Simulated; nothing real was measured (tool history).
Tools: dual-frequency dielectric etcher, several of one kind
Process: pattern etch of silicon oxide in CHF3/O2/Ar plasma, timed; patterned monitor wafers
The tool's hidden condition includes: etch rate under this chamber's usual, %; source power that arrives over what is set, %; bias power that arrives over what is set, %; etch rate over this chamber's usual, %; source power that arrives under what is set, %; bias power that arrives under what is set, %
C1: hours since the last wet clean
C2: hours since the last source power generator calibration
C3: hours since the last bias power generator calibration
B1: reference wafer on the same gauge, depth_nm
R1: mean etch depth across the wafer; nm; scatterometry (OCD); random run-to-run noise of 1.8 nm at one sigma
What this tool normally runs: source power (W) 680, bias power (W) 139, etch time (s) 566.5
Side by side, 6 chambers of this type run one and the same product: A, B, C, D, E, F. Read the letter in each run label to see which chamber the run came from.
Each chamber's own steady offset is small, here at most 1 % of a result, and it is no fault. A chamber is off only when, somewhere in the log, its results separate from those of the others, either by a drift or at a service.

At hour 1.8: chamber D: wet clean of the chamber.
Run 1B, hour 14.7: usual settings; C1 269; C2 1262.8; C3 3688.4; B1 870.45. Result: R1 1076.2 nm.
Run 2C, hour 25.9: usual settings; C1 112.1; C2 411.4; C3 457.3; B1 870.75. Result: R1 1078 nm.
Run 3E, hour 36.2: usual settings; C1 275.2; C2 4059.3; C3 497.5; B1 870.95. Result: R1 1091 nm.
Run 4A, hour 48.6: usual settings; C1 308.3; C2 2904.4; C3 908.6; B1 870.7. Result: R1 1084.7 nm.
Run 5F, hour 61.3: usual settings; C1 131.2; C2 3747.3; C3 4589.2; B1 870.83. Result: R1 1078.6 nm.
Run 6D, hour 73.3: usual settings; C1 71.5; C2 815.7; C3 3557.8; B1 871.14. Result: R1 1086.3 nm.
Run 7D, hour 83.1: usual settings; C1 81.3; C2 825.5; C3 3567.6; B1 870.83. Result: R1 1087 nm.
Run 8E, hour 96: usual settings; C1 335; C2 4119.1; C3 557.3; B1 871.37. Result: R1 1092 nm.
Run 9B, hour 104.4: usual settings; C1 358.7; C2 1352.5; C3 3778.1; B1 871.67. Result: R1 1079.2 nm.
At hour 110: chamber F: bias power generator calibrated.
At hour 112.3: chamber E: wet clean of the chamber.
Run 10F, hour 116.5: usual settings; C1 186.4; C2 3802.5; C3 6.5; B1 871.39. Result: R1 1080.8 nm.
Run 11A, hour 128.7: usual settings; C1 388.4; C2 2984.5; C3 988.7; B1 872.05. Result: R1 1084.4 nm.
At hour 133.4: chamber F: source power generator calibrated.
Run 12C, hour 138.2: usual settings; C1 224.4; C2 523.7; C3 569.6; B1 871.66. Result: R1 1079.1 nm.
Run 13F, hour 150.3: usual settings; C1 220.2; C2 16.9; C3 40.3; B1 872.2. Result: R1 1076.8 nm.
Run 14A, hour 161.8: usual settings; C1 421.5; C2 3017.6; C3 1021.8; B1 872.63. Result: R1 1081.6 nm.
Run 15C, hour 168.3: usual settings; C1 254.5; C2 553.8; C3 599.7; B1 872.17. Result: R1 1080.7 nm.
Run 16E, hour 178.1: usual settings; C1 65.9; C2 4201.2; C3 639.4; B1 872.92. Result: R1 1093.9 nm.
Run 17B, hour 184.6: usual settings; C1 438.9; C2 1432.7; C3 3858.3; B1 872.45. Result: R1 1081.8 nm.
Run 18D, hour 195.5: usual settings; C1 193.7; C2 937.9; C3 3680; B1 872.97. Result: R1 1091.5 nm.
Run 19C, hour 202.3: usual settings but bias power (W) 166; C1 288.5; C2 587.8; C3 633.7; B1 873.25. Result: R1 1142.8 nm.
Run 20F, hour 212.6: usual settings but bias power (W) 166; C1 282.5; C2 79.2; C3 102.6; B1 873.59. Result: R1 1144.1 nm.
Run 21E, hour 223.1: usual settings but bias power (W) 166; C1 110.9; C2 4246.2; C3 684.4; B1 873.31. Result: R1 1160.7 nm.
Run 22D, hour 236: usual settings but bias power (W) 166; C1 234.2; C2 978.4; C3 3720.5; B1 873.08. Result: R1 1153.8 nm.
Run 23B, hour 248.2: usual settings but bias power (W) 166; C1 502.5; C2 1496.3; C3 3921.9; B1 873.54. Result: R1 1142.7 nm.
Run 24A, hour 257.5: usual settings but bias power (W) 166; C1 517.2; C2 3113.3; C3 1117.5; B1 873.61. Result: R1 1149 nm.
Run 25B, hour 265.3: usual settings; C1 519.6; C2 1513.4; C3 3939; B1 873.7. Result: R1 1086.6 nm.
At hour 269.1: chamber B: wet clean of the chamber.
Run 26F, hour 275.5: usual settings; C1 345.4; C2 142.1; C3 165.5; B1 873.9. Result: R1 1081.6 nm.
Run 27D, hour 283.4: usual settings; C1 281.6; C2 1025.8; C3 3767.9; B1 874.37. Result: R1 1089.9 nm.
Run 28A, hour 298.1: usual settings; C1 557.8; C2 3153.9; C3 1158.1; B1 874.1. Result: R1 1089.6 nm.
Run 29E, hour 311.3: usual settings; C1 199.1; C2 4334.4; C3 772.6; B1 874.48. Result: R1 1096.9 nm.
Run 30C, hour 323.1: usual settings but etch time (s) 634.5; C1 409.3; C2 708.6; C3 754.5; B1 874.83. Result: R1 1210.8 nm.
Run 31E, hour 336.4: usual settings but etch time (s) 634.5; C1 224.2; C2 4359.5; C3 797.7; B1 875. Result: R1 1226.6 nm.
Run 32C, hour 345.5: usual settings but etch time (s) 634.5; C1 431.7; C2 731; C3 776.9; B1 875.01. Result: R1 1210.6 nm.
Run 33B, hour 353.8: usual settings but etch time (s) 634.5; C1 84.7; C2 1601.9; C3 4027.5; B1 874.82. Result: R1 1214.7 nm.
Run 34D, hour 362: usual settings but etch time (s) 634.5; C1 360.2; C2 1104.4; C3 3846.5; B1 875.06. Result: R1 1221.6 nm.
Run 35A, hour 373.3: usual settings but etch time (s) 634.5; C1 633; C2 3229.1; C3 1233.3; B1 875.56. Result: R1 1219.6 nm.
At hour 381.6: chamber A: wet clean of the chamber.
Run 36F, hour 384.1: usual settings; C1 454; C2 250.7; C3 274.1; B1 875.96. Result: R1 1083 nm.
At hour 391: chamber D: wet clean of the chamber.
Run 37A, hour 391.8: usual settings; C1 10.2; C2 3247.6; C3 1251.8; B1 875.51. Result: R1 1082.9 nm.
Run 38D, hour 404.5: usual settings; C1 13.6; C2 1146.9; C3 3889; B1 876.05. Result: R1 1091.1 nm.

For the next run the whole fleet of 6 chambers uses the same settings. Give each chamber's results:
Run 39A, hour 415.1: usual settings. Result: R1 ?.
Run 39B, hour 415.1: usual settings. Result: R1 ?.
Run 39C, hour 415.1: usual settings. Result: R1 ?.
Run 39D, hour 415.1: usual settings. Result: R1 ?.
Run 39E, hour 415.1: usual settings. Result: R1 ?.
Run 39F, hour 415.1: usual settings. Result: R1 ?.

run      R1
39A  1087.5
39B  1083.3
39C  1079.9
39D  1093.2
39E  1095.9
39F  1081.7

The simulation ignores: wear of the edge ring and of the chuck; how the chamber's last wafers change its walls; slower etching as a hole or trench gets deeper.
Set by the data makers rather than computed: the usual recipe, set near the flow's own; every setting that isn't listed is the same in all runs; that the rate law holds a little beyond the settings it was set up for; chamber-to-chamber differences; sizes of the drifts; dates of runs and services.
